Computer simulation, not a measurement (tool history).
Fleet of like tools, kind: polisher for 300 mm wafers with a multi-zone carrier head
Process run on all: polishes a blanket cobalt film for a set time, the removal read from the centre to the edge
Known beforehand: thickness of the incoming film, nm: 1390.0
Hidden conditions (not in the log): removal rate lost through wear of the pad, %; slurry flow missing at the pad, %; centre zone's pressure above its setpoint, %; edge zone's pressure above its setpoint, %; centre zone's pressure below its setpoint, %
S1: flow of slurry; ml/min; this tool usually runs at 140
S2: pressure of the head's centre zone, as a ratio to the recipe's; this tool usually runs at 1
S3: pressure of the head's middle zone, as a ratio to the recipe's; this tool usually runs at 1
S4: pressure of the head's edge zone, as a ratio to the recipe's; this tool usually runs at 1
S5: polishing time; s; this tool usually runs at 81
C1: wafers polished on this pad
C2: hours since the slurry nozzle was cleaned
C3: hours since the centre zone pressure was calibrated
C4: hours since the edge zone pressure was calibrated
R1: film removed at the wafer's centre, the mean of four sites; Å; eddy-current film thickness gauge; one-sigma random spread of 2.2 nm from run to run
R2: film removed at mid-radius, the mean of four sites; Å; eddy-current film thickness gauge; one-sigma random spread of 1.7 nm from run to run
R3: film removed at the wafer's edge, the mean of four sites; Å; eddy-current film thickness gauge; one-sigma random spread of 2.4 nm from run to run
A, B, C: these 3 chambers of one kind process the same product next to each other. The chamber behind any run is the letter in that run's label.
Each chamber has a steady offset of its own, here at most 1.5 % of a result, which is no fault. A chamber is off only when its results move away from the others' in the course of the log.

{"run": "1A", "hour": 8.1, "S1": 140, "S2": 1, "S3": 1, "S4": 1, "S5": 81, "C1": 348, "C2": 217.7, "C3": 791.7, "C4": 352.9, "R1": 2347.3, "R2": 2338.2, "R3": 2384.4}
{"hour": 11.8, "done": "chamber C: worn pad replaced by a new one"}
{"run": "2C", "hour": 17.1, "S1": 140, "S2": 1, "S3": 1, "S4": 1, "S5": 81, "C1": 62, "C2": 203.5, "C3": 1120.1, "C4": 319.2, "R1": 2340.5, "R2": 2383.7, "R3": 2400.5}
{"hour": 17.7, "done": "chamber B: worn pad replaced by a new one"}
{"hour": 22.3, "done": "chamber B: centre zone pressure recalibrated"}
{"run": "3B", "hour": 29.1, "S1": 140, "S2": 1, "S3": 1, "S4": 1, "S5": 81, "C1": 134, "C2": 691.5, "C3": 6.9, "C4": 349.9, "R1": 2351.7, "R2": 2358, "R3": 2344.6}
{"run": "4B", "hour": 38.0, "S1": 140, "S2": 1, "S3": 1, "S4": 1, "S5": 81, "C1": 238, "C2": 700.4, "C3": 15.8, "C4": 358.8, "R1": 2351.4, "R2": 2377.8, "R3": 2349.2}
{"hour": 38.3, "done": "chamber A: edge zone pressure recalibrated"}
{"hour": 42.8, "done": "chamber A: worn pad replaced by a new one"}
{"run": "5A", "hour": 48.2, "S1": 140, "S2": 1, "S3": 1, "S4": 1, "S5": 81, "C1": 63, "C2": 257.8, "C3": 831.8, "C4": 10, "R1": 2386, "R2": 2366.7, "R3": 2384.3}
{"run": "6C", "hour": 56.1, "S1": 140, "S2": 1, "S3": 1, "S4": 1, "S5": 81, "C1": 518, "C2": 242.5, "C3": 1159.1, "C4": 358.2, "R1": 2339.4, "R2": 2360.7, "R3": 2384}
{"hour": 63.4, "done": "chamber C: worn pad replaced by a new one"}
{"run": "7B", "hour": 67.8, "S1": 140, "S2": 1, "S3": 1.09, "S4": 1, "S5": 81, "C1": 586, "C2": 730.2, "C3": 45.6, "C4": 388.6, "R1": 2359, "R2": 2534.5, "R3": 2286.7}
{"hour": 73.0, "done": "chamber B: worn pad replaced by a new one"}
{"hour": 73.1, "done": "chamber A: centre zone pressure recalibrated"}
{"hour": 77.7, "done": "chamber B: slurry nozzle cleaned"}
{"run": "8C", "hour": 78.3, "S1": 140, "S2": 1, "S3": 1.09, "S4": 1, "S5": 81, "C1": 174, "C2": 264.7, "C3": 1181.3, "C4": 380.4, "R1": 2331.3, "R2": 2551.7, "R3": 2356.3}
{"hour": 89.2, "done": "chamber C: edge zone pressure recalibrated"}
{"hour": 89.6, "done": "chamber C: slurry nozzle cleaned"}
{"run": "9A", "hour": 90.2, "S1": 140, "S2": 1, "S3": 1.09, "S4": 1, "S5": 81, "C1": 554, "C2": 299.8, "C3": 17.1, "C4": 52, "R1": 2338.8, "R2": 2525.7, "R3": 2314}
{"hour": 94.1, "done": "chamber A: worn pad replaced by a new one"}
{"run": "10A", "hour": 100.6, "S1": 140, "S2": 1, "S3": 1, "S4": 1, "S5": 81, "C1": 76, "C2": 310.2, "C3": 27.5, "C4": 62.4, "R1": 2353.6, "R2": 2368.8, "R3": 2332}
{"run": "11C", "hour": 109.8, "S1": 140, "S2": 1, "S3": 1, "S4": 1, "S5": 81, "C1": 543, "C2": 20.3, "C3": 1212.8, "C4": 20.6, "R1": 2346.6, "R2": 2378.8, "R3": 2385.8}
{"run": "12B", "hour": 115.8, "S1": 140, "S2": 1, "S3": 1, "S4": 1, "S5": 81, "C1": 501, "C2": 38.2, "C3": 93.6, "C4": 436.6, "R1": 2332.9, "R2": 2383.2, "R3": 2332.3}
{"hour": 124.7, "done": "chamber C: worn pad replaced by a new one"}
{"run": "13A", "hour": 126.7, "S1": 140, "S2": 1, "S3": 1, "S4": 1, "S5": 81, "C1": 381, "C2": 336.3, "C3": 53.6, "C4": 88.5, "R1": 2350.4, "R2": 2347.3, "R3": 2350.4}
{"hour": 131.5, "done": "chamber B: worn pad replaced by a new one"}
{"run": "14B", "hour": 136.3, "S1": 140, "S2": 1, "S3": 1, "S4": 1, "S5": 81, "C1": 56, "C2": 58.7, "C3": 114.1, "C4": 457.1, "R1": 2362.5, "R2": 2360.8, "R3": 2383.2}
{"run": "15C", "hour": 145.9, "S1": 140, "S2": 1, "S3": 1, "S4": 1, "S5": 81, "C1": 248, "C2": 56.4, "C3": 1248.9, "C4": 56.7, "R1": 2315.6, "R2": 2389.7, "R3": 2417.9}
{"run": "16A", "hour": 151.3, "S1": 140, "S2": 1, "S3": 1.08, "S4": 1.09, "S5": 81, "C1": 669, "C2": 360.9, "C3": 78.2, "C4": 113.1, "R1": 2366.8, "R2": 2510, "R3": 2460.1}
{"hour": 155.8, "done": "chamber A: worn pad replaced by a new one"}
{"run": "17C", "hour": 156.8, "S1": 140, "S2": 1, "S3": 1.08, "S4": 1.09, "S5": 81, "C1": 376, "C2": 67.3, "C3": 1259.8, "C4": 67.6, "R1": 2351.7, "R2": 2568, "R3": 2536.9}
{"run": "18B", "hour": 168.2, "S1": 140, "S2": 1, "S3": 1.08, "S4": 1.09, "S5": 81, "C1": 429, "C2": 90.6, "C3": 146, "C4": 489, "R1": 2311.9, "R2": 2565.3, "R3": 2433.9}
{"hour": 171.4, "done": "chamber C: centre zone pressure recalibrated"}
{"run": "19B", "hour": 173.7, "S1": 140, "S2": 1, "S3": 1, "S4": 1, "S5": 81, "C1": 493, "C2": 96.1, "C3": 151.5, "C4": 494.5, "R1": 2308.3, "R2": 2368.9, "R3": 2360.7}
{"hour": 181.7, "done": "chamber B: worn pad replaced by a new one"}
{"run": "20C", "hour": 182.3, "S1": 140, "S2": 1, "S3": 1, "S4": 0.96, "S5": 60, "C1": 674, "C2": 92.8, "C3": 11, "C4": 93.1, "R1": 1595.7, "R2": 1756.3, "R3": 1737.1}
{"hour": 184.0, "done": "chamber C: worn pad replaced by a new one"}
{"run": "21A", "hour": 191.7, "S1": 140, "S2": 1, "S3": 1, "S4": 0.96, "S5": 60, "C1": 420, "C2": 401.3, "C3": 118.6, "C4": 153.5, "R1": 1767.4, "R2": 1746.5, "R3": 1717.9}
{"run": "22B", "hour": 197.5, "S1": 140, "S2": 1, "S3": 1, "S4": 0.96, "S5": 60, "C1": 185, "C2": 119.9, "C3": 175.3, "C4": 518.3, "R1": 1737.2, "R2": 1739, "R3": 1684}
{"run": "23C", "hour": 206.0, "S1": 140, "S2": 1, "S3": 1, "S4": 1, "S5": 81, "C1": 257, "C2": 116.5, "C3": 34.7, "C4": 116.8, "R1": 2164.2, "R2": 2377.8, "R3": 2375.6}
{"run": "24A", "hour": 211.4, "S1": 140, "S2": 1, "S3": 1.06, "S4": 1, "S5": 101, "C1": 651, "C2": 421, "C3": 138.3, "C4": 173.2, "R1": 2902.7, "R2": 3061.2, "R3": 2839.2}
{"hour": 217.7, "done": "chamber A: worn pad replaced by a new one"}
{"run": "25C", "hour": 220.9, "S1": 140, "S2": 1, "S3": 1.06, "S4": 1, "S5": 101, "C1": 431, "C2": 131.4, "C3": 49.6, "C4": 131.7, "R1": 2647, "R2": 3136.1, "R3": 3039.8}
{"run": "26B", "hour": 230.6, "S1": 140, "S2": 1, "S3": 1.06, "S4": 1, "S5": 101, "C1": 572, "C2": 153, "C3": 208.4, "C4": 551.4, "R1": 2951.1, "R2": 3098.3, "R3": 2902.8}
{"run": "27A", "hour": 236.9, "S1": 140, "S2": 1, "S3": 1, "S4": 1, "S5": 81, "C1": 224, "C2": 446.5, "C3": 163.8, "C4": 198.7, "R1": 2344.6, "R2": 2355.2, "R3": 2359.3}
{"hour": 240.2, "done": "chamber C: worn pad replaced by a new one"}
{"run": "28C", "hour": 245.1, "S1": 140, "S2": 1, "S3": 1, "S4": 1, "S5": 81, "C1": 57, "C2": 155.6, "C3": 73.8, "C4": 155.9, "R1": 2118.6, "R2": 2383.8, "R3": 2400.4}
{"hour": 245.9, "done": "chamber B: worn pad replaced by a new one"}
{"run": "29B", "hour": 251.2, "S1": 140, "S2": 1, "S3": 1.09, "S4": 1, "S5": 94, "C1": 62, "C2": 173.6, "C3": 229, "C4": 572, "R1": 2713.4, "R2": 2984.8, "R3": 2694.9}
{"run": "30A", "hour": 262.7, "S1": 140, "S2": 1, "S3": 1.09, "S4": 1, "S5": 94, "C1": 526, "C2": 472.3, "C3": 189.6, "C4": 224.5, "R1": 2693.4, "R2": 2941, "R3": 2715.5}
{"run": "31B", "hour": 271.5, "S1": 140, "S2": 1, "S3": 1.09, "S4": 1, "S5": 94, "C1": 300, "C2": 193.9, "C3": 249.3, "C4": 592.3, "R1": 2714.2, "R2": 2942.2, "R3": 2687.3}
{"hour": 275.0, "done": "chamber A: worn pad replaced by a new one"}
{"run": "32C", "hour": 277.3, "S1": 140, "S2": 1, "S3": 1, "S4": 1, "S5": 81, "C1": 433, "C2": 187.8, "C3": 106, "C4": 188.1, "R1": 2147.7, "R2": 2349.3, "R3": 2398.6}
{"run": "33A", "hour": 283.8, "S1": 140, "S2": 1, "S3": 1, "S4": 1.09, "S5": 81, "C1": 103, "C2": 493.4, "C3": 210.7, "C4": 245.6, "R1": 2351.1, "R2": 2346.8, "R3": 2446.2}

Predict what each chamber gives when all 3 of them run the settings below next.
{"run": "34A", "hour": 292.4, "S1": 140, "S2": 1, "S3": 0.95, "S4": 1, "S5": 81, "R1": "?", "R2": "?", "R3": "?"}
{"run": "34B", "hour": 292.4, "S1": 140, "S2": 1, "S3": 0.95, "S4": 1, "S5": 81, "R1": "?", "R2": "?", "R3": "?"}
{"run": "34C", "hour": 292.4, "S1": 140, "S2": 1, "S3": 0.95, "S4": 1, "S5": 81, "R1": "?", "R2": "?", "R3": "?"}

run=34A R1=2396.1 R2=2248.6 R3=2352.2
run=34B R1=2306.9 R2=2226.1 R3=2346.8
run=34C R1=2153.2 R2=2274.3 R3=2350.5
